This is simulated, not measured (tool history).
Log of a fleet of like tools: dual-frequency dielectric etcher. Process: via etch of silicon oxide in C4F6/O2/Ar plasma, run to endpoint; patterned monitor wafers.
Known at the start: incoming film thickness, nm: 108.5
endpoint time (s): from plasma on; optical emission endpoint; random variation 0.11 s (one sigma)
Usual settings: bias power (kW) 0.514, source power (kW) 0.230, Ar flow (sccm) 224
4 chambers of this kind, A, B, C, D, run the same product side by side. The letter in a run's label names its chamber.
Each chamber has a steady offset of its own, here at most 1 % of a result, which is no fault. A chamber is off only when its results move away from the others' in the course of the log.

run	hour	bias power (kW)	source power (kW)	Ar flow (sccm)	hours since the last wet clean	hours since the last bias power generator calibration	hours since the last source power generator calibration	hours since the last Ar flow controller change	endpoint time (s)
# hour 3.9: chamber C: wet clean of the chamber
1B	4.3	0.514	0.230	224	275.4	969.3	3786.0	1161.9	28.276
2C	8.6	0.514	0.230	224	4.8	607.5	3145.8	731.5	28.330
3D	11.2	0.514	0.230	224	389.1	3236.7	1114.1	1310.1	27.994
4A	13.3	0.514	0.230	224	58.8	1137.3	1910.4	2287.1	27.860
5B	16.4	0.514	0.230	245	287.5	981.4	3798.1	1174.0	28.256
6C	19.9	0.514	0.230	245	16.1	618.8	3157.1	742.8	28.675
7A	23.4	0.514	0.230	245	68.9	1147.4	1920.5	2297.2	28.131
8D	27.9	0.514	0.230	245	405.8	3253.4	1130.8	1326.8	28.472
9A	31.0	0.514	0.230	224	76.5	1155.0	1928.1	2304.8	27.940
10D	35.0	0.514	0.230	224	412.9	3260.5	1137.9	1333.9	28.420
11C	38.2	0.514	0.230	224	34.4	637.1	3175.4	761.1	28.269
12B	42.0	0.514	0.230	224	313.1	1007.0	3823.7	1199.6	28.143
13B	46.4	0.514	0.230	224	317.5	1011.4	3828.1	1204.0	28.055
14A	49.1	0.514	0.230	224	94.6	1173.1	1946.2	2322.9	27.970
15D	51.1	0.514	0.230	224	429.0	3276.6	1154.0	1350.0	28.244
16C	53.1	0.514	0.230	224	49.3	652.0	3190.3	776.0	28.274
# hour 54.1: chamber D: wet clean of the chamber
17D	57.6	0.514	0.230	224	3.5	3283.1	1160.5	1356.5	26.925
18A	60.2	0.514	0.230	224	105.7	1184.2	1957.3	2334.0	28.125
19B	64.3	0.514	0.180	197	335.4	1029.3	3846.0	1221.9	30.220
20C	66.3	0.514	0.180	197	62.5	665.2	3203.5	789.2	30.558
21D	69.4	0.514	0.180	197	15.3	3294.9	1172.3	1368.3	29.490
22C	72.5	0.514	0.180	197	68.7	671.4	3209.7	795.4	30.551
23A	74.9	0.557	0.230	224	120.4	1198.9	1972.0	2348.7	27.109
24B	78.3	0.557	0.230	224	349.4	1043.3	3860.0	1235.9	27.254
25A	82.1	0.557	0.230	224	127.6	1206.1	1979.2	2355.9	27.102
26B	86.2	0.557	0.230	224	357.3	1051.2	3867.9	1243.8	27.147
27C	88.9	0.514	0.230	224	85.1	687.8	3226.1	811.8	28.246
28D	91.1	0.514	0.230	224	37.0	3316.6	1194.0	1390.0	27.188
29C	95.1	0.514	0.230	224	91.3	694.0	3232.3	818.0	28.332
30A	97.8	0.514	0.230	224	143.3	1221.8	1994.9	2371.6	27.842
31D	100.2	0.514	0.230	224	46.1	3325.7	1203.1	1399.1	27.259
32B	104.0	0.514	0.230	177	375.1	1069.0	3885.7	1261.6	27.327

What goes on in this fleet: one chamber off, a drifting gauge, or nothing beyond the chambers' own small offsets? Name the chamber and the cause, if any.

A service left chamber D off against the others.
Cause: etch rate over this chamber's usual, % = 4.06.

Here are 4 candidates for chamber D's next run, each the usual settings with a change, their results left as question marks. Which one brings its results back in line with what the others give on the usual settings?
In line means no further than this from the other chambers' mean on the usual settings: endpoint time (s) 0.400
33D-1	107.2	0.521	0.230	223					?
33D-2	107.2	0.490	0.220	224					?
33D-3	107.2	0.514	0.230	245					?
33D-4	107.2	0.537	0.240	221					?

The other chambers' mean on the usual settings: endpoint time (s) 28.119
run	endpoint time (s)
33D-1	26.979
33D-2	28.088
33D-3	27.404
33D-4	26.226
33D-2 brings the chamber back in line.
